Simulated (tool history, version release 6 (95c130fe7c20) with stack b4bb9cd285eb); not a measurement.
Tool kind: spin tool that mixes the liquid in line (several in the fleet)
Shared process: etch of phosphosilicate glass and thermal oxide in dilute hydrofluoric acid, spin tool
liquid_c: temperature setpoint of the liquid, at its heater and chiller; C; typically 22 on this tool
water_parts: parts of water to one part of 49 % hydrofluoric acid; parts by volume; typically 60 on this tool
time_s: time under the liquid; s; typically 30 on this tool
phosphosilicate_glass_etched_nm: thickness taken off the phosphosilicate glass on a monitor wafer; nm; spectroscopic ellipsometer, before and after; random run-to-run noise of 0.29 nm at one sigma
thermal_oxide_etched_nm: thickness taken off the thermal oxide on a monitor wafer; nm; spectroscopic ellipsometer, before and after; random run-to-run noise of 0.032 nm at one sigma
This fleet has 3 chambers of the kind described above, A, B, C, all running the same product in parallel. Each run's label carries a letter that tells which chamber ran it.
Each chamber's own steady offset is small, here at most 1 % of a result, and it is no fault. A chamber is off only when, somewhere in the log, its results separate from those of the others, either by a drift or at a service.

run   hour  liquid_c  water_parts  time_s  read-back film thickness of the phosphosilicate glass reference wafer, read on the same gauge (nm)  read-back film thickness of the thermal oxide reference wafer, read on the same gauge (nm)  phosphosilicate_glass_etched_nm  thermal_oxide_etched_nm
 1C    8.5        22           60      30                                                                                              140.01                                                                                      59.974                           29.499                   2.3132
 2B   16.8        22           60      30                                                                                              140.00                                                                                      59.988                           29.820                   2.2815
 3A   22.9        22           60      30                                                                                              140.01                                                                                      60.013                           29.589                   2.2809
 4C   29.0        22           60      30                                                                                              139.96                                                                                      60.010                           30.018                   2.2719
 5B   35.7        22           85      40                                                                                              139.99                                                                                      60.042                           27.370                   2.1121
 6A   42.1        22           85      40                                                                                              140.02                                                                                      59.998                           27.390                   2.0548
 7C   52.1        22           85      40                                                                                              139.97                                                                                      59.970                           26.713                   2.0879
 8B   57.2        22           60      30                                                                                              139.98                                                                                      60.001                           29.694                   2.2405
 9A   67.6        22           60      30                                                                                              140.00                                                                                      60.010                           29.822                   2.2981
10A   73.9        22           60      30                                                                                              139.96                                                                                      60.005                           29.919                   2.3050
11B   82.9        22           60      30                                                                                              140.00                                                                                      60.002                           29.983                   2.3342
12C   91.0        22           60      30                                                                                              140.01                                                                                      60.053                           29.477                   2.3149
13A  100.6        26           60      30                                                                                              140.01                                                                                      59.995                           35.268                   2.7511
14B  107.5        26           60      30                                                                                              139.97                                                                                      60.009                           34.919                   2.6382
15C  115.6        26           60      30                                                                                              140.01                                                                                      59.998                           34.831                   2.6742
16A  122.3        22           60      30                                                                                              140.00                                                                                      59.982                           29.923                   2.3110
17B  132.7        22           60      30                                                                                              140.02                                                                                      59.986                           30.086                   2.3019
18C  142.8        22           60      30                                                                                              140.00                                                                                      60.047                           29.407                   2.3130
19A  152.3        22           60      30                                                                                              140.03                                                                                      60.028                           29.926                   2.3213
20C  157.5        22           60      30                                                                                              139.98                                                                                      59.979                           29.186                   2.2352
21B  162.8        22           60      30                                                                                              140.03                                                                                      60.026                           29.933                   2.3203
22B  168.2        22           60      30                                                                                              140.01                                                                                      59.976                           29.938                   2.3048
23C  173.9        22           60      30                                                                                              140.02                                                                                      59.960                           29.382                   2.3427
24A  181.0        22           30      30                                                                                              140.00                                                                                      59.975                           60.887                   4.7758
25C  186.9        22           30      30                                                                                              139.99                                                                                      59.996                           59.913                   4.7825
26A  192.1        22           30      30                                                                                              140.01                                                                                      60.009                           60.969                   4.8835

Is one chamber out of step, is the gauge drifting, or do the chambers differ by no more than their own small offsets? For an off chamber, give its letter and the likeliest cause.

No chamber stands off beyond its own small offset, and the gauge holds steady.

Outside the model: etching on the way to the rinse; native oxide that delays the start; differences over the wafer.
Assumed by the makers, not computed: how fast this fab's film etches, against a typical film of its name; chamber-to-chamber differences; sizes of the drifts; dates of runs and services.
